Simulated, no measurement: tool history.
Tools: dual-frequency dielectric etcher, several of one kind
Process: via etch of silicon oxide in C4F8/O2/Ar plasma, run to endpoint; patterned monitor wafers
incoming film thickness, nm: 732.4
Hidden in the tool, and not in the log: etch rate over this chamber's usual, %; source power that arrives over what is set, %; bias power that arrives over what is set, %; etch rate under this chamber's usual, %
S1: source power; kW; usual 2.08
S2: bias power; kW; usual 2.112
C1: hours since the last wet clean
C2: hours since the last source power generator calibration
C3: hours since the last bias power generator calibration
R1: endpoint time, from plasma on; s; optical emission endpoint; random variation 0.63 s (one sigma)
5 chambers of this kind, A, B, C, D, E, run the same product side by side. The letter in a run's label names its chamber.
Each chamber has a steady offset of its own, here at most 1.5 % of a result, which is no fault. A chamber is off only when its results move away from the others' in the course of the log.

run     day    S1     S2     C1      C2      C3      R1
 1A   0.404  2.08  2.112  100.6  2343.3  2915.4  138.37
 2E   0.771  2.08  2.112  239.5  3032.6  2601.7  139.95
 3C   1.108  2.08  2.112   96.7   957.1   679.5  138.68
 4D   1.371  2.08  2.112    305   392.1  2738.8  139.92
 5B   1.679  2.08  2.112  388.3   523.5  3152.9  140.21
 6E   2.046  2.08  2.112  270.1  3063.2  2632.3  139.27
      2.112  -- chamber E: source power generator calibrated
 7D   2.308  2.08  2.112  327.5   414.6  2761.3   140.3
 8B   2.521  2.08  2.112  408.5   543.7  3173.1  139.83
 9A   2.754  2.08  2.112    157  2399.7  2971.8  137.68
10C    3.05  1.72  2.112  143.3  1003.7   726.1  150.57
11C   3.429  1.72  2.112  152.4  1012.8   735.2  151.65
12B   3.742  1.72  2.112  437.8     573  3202.4  153.03
13A   4.062  1.72  2.112  188.4  2431.1  3003.2  148.59
14D   4.462  1.72  2.112  379.2   466.3    2813  151.41
15E   4.746  1.89  2.112  334.9    63.3  2697.1  148.84
16D   5.033  1.89  2.112  392.9     480  2826.7  144.45
17E   5.379  1.89  2.112  350.1    78.5  2712.3   147.8
18A   5.783  1.89  2.112  229.7  2472.4  3044.5  142.49
      5.817  -- chamber D: wet clean of the chamber
19B   6.054  1.89  2.112  493.3   628.5  3257.9  146.07
20C   6.404  2.53  2.112  223.8  1084.2   806.6   128.9
21E   6.808  2.53  2.112  384.4   112.8  2746.6  131.55
22C   7.075  2.53  2.112  239.9  1100.3   822.7  129.26
23D    7.45  2.53  2.112   39.3     538  2884.7  129.82
24B   7.867  2.53  2.112  536.8     672  3301.4  130.12
25A   8.112  2.08  2.112  285.6  2528.3  3100.4  137.33
26B   8.408  2.08  2.112  549.8     685  3314.4  141.51
27E     8.6  2.08  2.112  427.4   155.8  2789.6  143.84
28D   8.796  2.08  2.112   71.6   570.3    2917  139.62
29A   9.046  2.08  2.112    308  2550.7  3122.8  137.86
30C    9.35  2.08  2.112  294.5  1154.9   877.3  139.41
31E   9.758  2.08  2.112  455.2   183.6  2817.4  144.79
32C  10.104  2.08  2.112  312.6    1173   895.4  139.62
     10.475  -- chamber B: wet clean of the chamber
33A  10.521  2.08  2.112  343.4  2586.1  3158.2  138.83
34B  10.942  2.55  2.112   11.2   745.8  3375.2  128.98
35D  11.262  2.55  2.112  130.8   629.5  2976.2  129.72
36B  11.542  2.55  2.112   25.6   760.2  3389.6  129.25
37D  11.767  2.55  2.112  142.9   641.6  2988.3   129.6
38A      12  2.55  2.112  378.9  2621.6  3193.7  126.84
39C  12.204  2.08  2.112    363  1223.4   945.8  139.38
40E  12.525  2.08  2.112  521.6     250  2883.8  146.01
41E  12.854  2.08  2.112  529.5   257.9  2891.7  146.16

Is one chamber off against the others, does the gauge drift, or is nothing wrong? If a chamber is off, say which, and what the likeliest cause is.

Chamber E drifts away from the others.
Cause: etch rate under this chamber's usual, % = 5.22.

Here are 4 candidates for chamber E's next run, each the usual settings with a change, their results left as question marks. Which one brings its results back in line with what the others give on the usual settings?
In line means no further than this from the other chambers' mean on the usual settings: R1 2.2 s
42E-1  13.158  2.08  1.694               ?
42E-2  13.158  2.71  2.112               ?
42E-3  13.158  1.74  1.861               ?
42E-4  13.158  2.38  2.112               ?

The other chambers' mean on the usual settings: R1 139.45 s
  run      R1
42E-1  157.47
42E-2  133.38
42E-3  164.64
42E-4  140.41
42E-4 brings the chamber back in line.
